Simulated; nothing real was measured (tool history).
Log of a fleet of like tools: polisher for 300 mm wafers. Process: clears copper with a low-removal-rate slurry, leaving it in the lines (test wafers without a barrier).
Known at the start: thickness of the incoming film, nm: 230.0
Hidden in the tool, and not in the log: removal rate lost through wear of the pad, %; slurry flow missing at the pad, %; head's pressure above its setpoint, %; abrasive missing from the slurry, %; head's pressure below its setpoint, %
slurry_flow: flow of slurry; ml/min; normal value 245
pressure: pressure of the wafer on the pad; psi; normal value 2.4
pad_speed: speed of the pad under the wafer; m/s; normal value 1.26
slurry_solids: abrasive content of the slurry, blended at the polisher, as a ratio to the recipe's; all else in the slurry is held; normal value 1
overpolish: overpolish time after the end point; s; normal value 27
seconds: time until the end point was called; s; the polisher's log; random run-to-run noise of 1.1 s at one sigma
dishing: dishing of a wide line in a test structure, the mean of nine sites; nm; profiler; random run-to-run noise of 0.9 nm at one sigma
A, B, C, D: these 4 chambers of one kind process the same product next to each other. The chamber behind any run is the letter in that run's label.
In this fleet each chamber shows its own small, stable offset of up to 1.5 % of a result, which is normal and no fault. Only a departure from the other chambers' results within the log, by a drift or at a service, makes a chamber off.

run	hour	slurry_flow	pressure	pad_speed	slurry_solids	overpolish	wafers polished on this pad	hours since the slurry nozzle was cleaned	hours since the head pressure was calibrated	hours since the slurry blender was calibrated	seconds	dishing
# hour 3.3: chamber A: slurry blender recalibrated
1D	7.9	245	2.4	1.26	1	27	670	259.3	319.6	280.7	72.531	52.339
# hour 9.4: chamber C: worn pad replaced by a new one
2C	13.2	245	2.4	1.26	1	27	40	346.7	448.1	116.5	71.775	53.428
# hour 16.1: chamber C: slurry blender recalibrated
# hour 16.6: chamber D: slurry blender recalibrated
3A	20.9	245	2.4	1.26	1	27	455	260.6	1056.7	17.6	73.049	52.476
4B	25.7	245	2.4	1.26	1	27	429	341.2	71.4	39.2	72.466	52.306
5B	32.7	165	2.4	1.26	1	27	503	348.2	78.4	46.2	78.026	52.044
# hour 34.5: chamber A: worn pad replaced by a new one
6A	38.0	165	2.4	1.26	1	27	36	277.7	1073.8	34.7	77.990	50.003
# hour 40.1: chamber D: worn pad replaced by a new one
7D	42.5	165	2.4	1.26	1	27	26	293.9	354.2	25.9	75.889	51.739
8C	50.0	165	2.4	1.26	1	27	428	383.5	484.9	34.0	75.305	50.363
# hour 56.2: chamber B: worn pad replaced by a new one
9B	57.8	245	2.4	1.26	1	27	17	373.3	103.5	71.3	73.638	51.379
10C	61.8	245	2.4	1.26	1	27	552	395.3	496.7	45.8	72.495	52.040
11D	68.4	245	2.4	1.26	1	27	298	319.8	380.1	51.8	72.315	51.444
12A	73.9	245	2.4	1.26	1	27	414	313.6	1109.7	70.6	74.079	53.197
# hour 74.3: chamber A: head pressure recalibrated
# hour 78.8: chamber B: slurry nozzle cleaned
13D	79.8	245	2.4	1.26	1	27	418	331.2	391.5	63.2	73.877	51.409
14B	88.4	245	2.8	1.26	1	27	339	9.6	134.1	101.9	62.172	60.137
# hour 93.2: chamber A: worn pad replaced by a new one
15C	95.3	245	2.8	1.26	1	27	905	428.8	530.2	79.3	60.720	58.070
16A	102.6	245	2.8	1.26	1	27	99	342.3	28.3	99.3	62.848	58.800
17C	110.2	245	2.8	1.26	1	27	1062	443.7	545.1	94.2	61.999	58.363
# hour 115.2: chamber D: head pressure recalibrated
18D	116.8	245	2.4	1.26	1	27	808	368.2	1.7	100.2	81.837	49.148
19B	123.5	245	1.9	1.26	1	18	709	44.7	169.2	137.0	91.385	30.733
20A	127.6	245	1.9	1.26	1	18	362	367.3	53.3	124.3	91.616	31.459
21A	131.6	245	1.9	1.26	1	18	404	371.3	57.3	128.3	91.580	31.640
# hour 135.2: chamber D: worn pad replaced by a new one
# hour 136.7: chamber B: worn pad replaced by a new one
# hour 137.9: chamber C: slurry blender recalibrated
22D	138.5	245	1.9	1.26	1	18	35	389.9	23.4	121.9	103.190	28.980
# hour 140.5: chamber C: worn pad replaced by a new one
# hour 142.6: chamber A: worn pad replaced by a new one
23B	143.1	245	2.4	1.26	1	27	67	64.3	188.8	156.6	73.100	52.064
24C	147.6	245	2.4	1.26	1	27	75	481.1	582.5	9.8	72.704	53.344
25D	152.0	245	1.7	1.26	1	19	177	403.4	36.9	135.4	111.970	26.836
26A	158.5	245	1.7	1.26	1	19	168	398.2	84.2	155.2	100.840	29.275
27B	162.7	245	1.7	1.26	1	19	274	83.9	208.4	176.2	101.880	29.389
28C	169.3	245	1.7	1.26	1	19	303	502.8	604.2	31.5	101.200	29.927
29D	173.9	245	2.4	1.26	1	27	408	425.3	58.8	157.3	80.619	48.024
30C	178.3	245	2.4	1.26	1	27	398	511.8	613.2	40.5	72.987	52.374
31A	186.9	245	2.4	1.26	1	27	467	426.6	112.6	183.6	71.414	53.370
32B	192.3	245	2.4	1.26	1	27	586	113.5	238.0	205.8	71.567	52.177
33C	196.4	245	2.4	1.26	1	27	589	529.9	631.3	58.6	71.788	52.945
34B	200.9	245	2.4	1.26	1	27	676	122.1	246.6	214.4	72.067	51.894
35D	207.9	245	2.4	1.26	1	27	766	459.3	92.8	191.3	80.695	47.536

Next, every chamber runs the same settings. What will each give?
36A	214.6	245	2.4	1.26	1	27					?	?
36B	214.6	245	2.4	1.26	1	27					?	?
36C	214.6	245	2.4	1.26	1	27					?	?
36D	214.6	245	2.4	1.26	1	27					?	?

run	seconds	dishing
36A	73.190	52.320
36B	72.799	53.151
36C	69.154	51.964
36D	82.978	48.819

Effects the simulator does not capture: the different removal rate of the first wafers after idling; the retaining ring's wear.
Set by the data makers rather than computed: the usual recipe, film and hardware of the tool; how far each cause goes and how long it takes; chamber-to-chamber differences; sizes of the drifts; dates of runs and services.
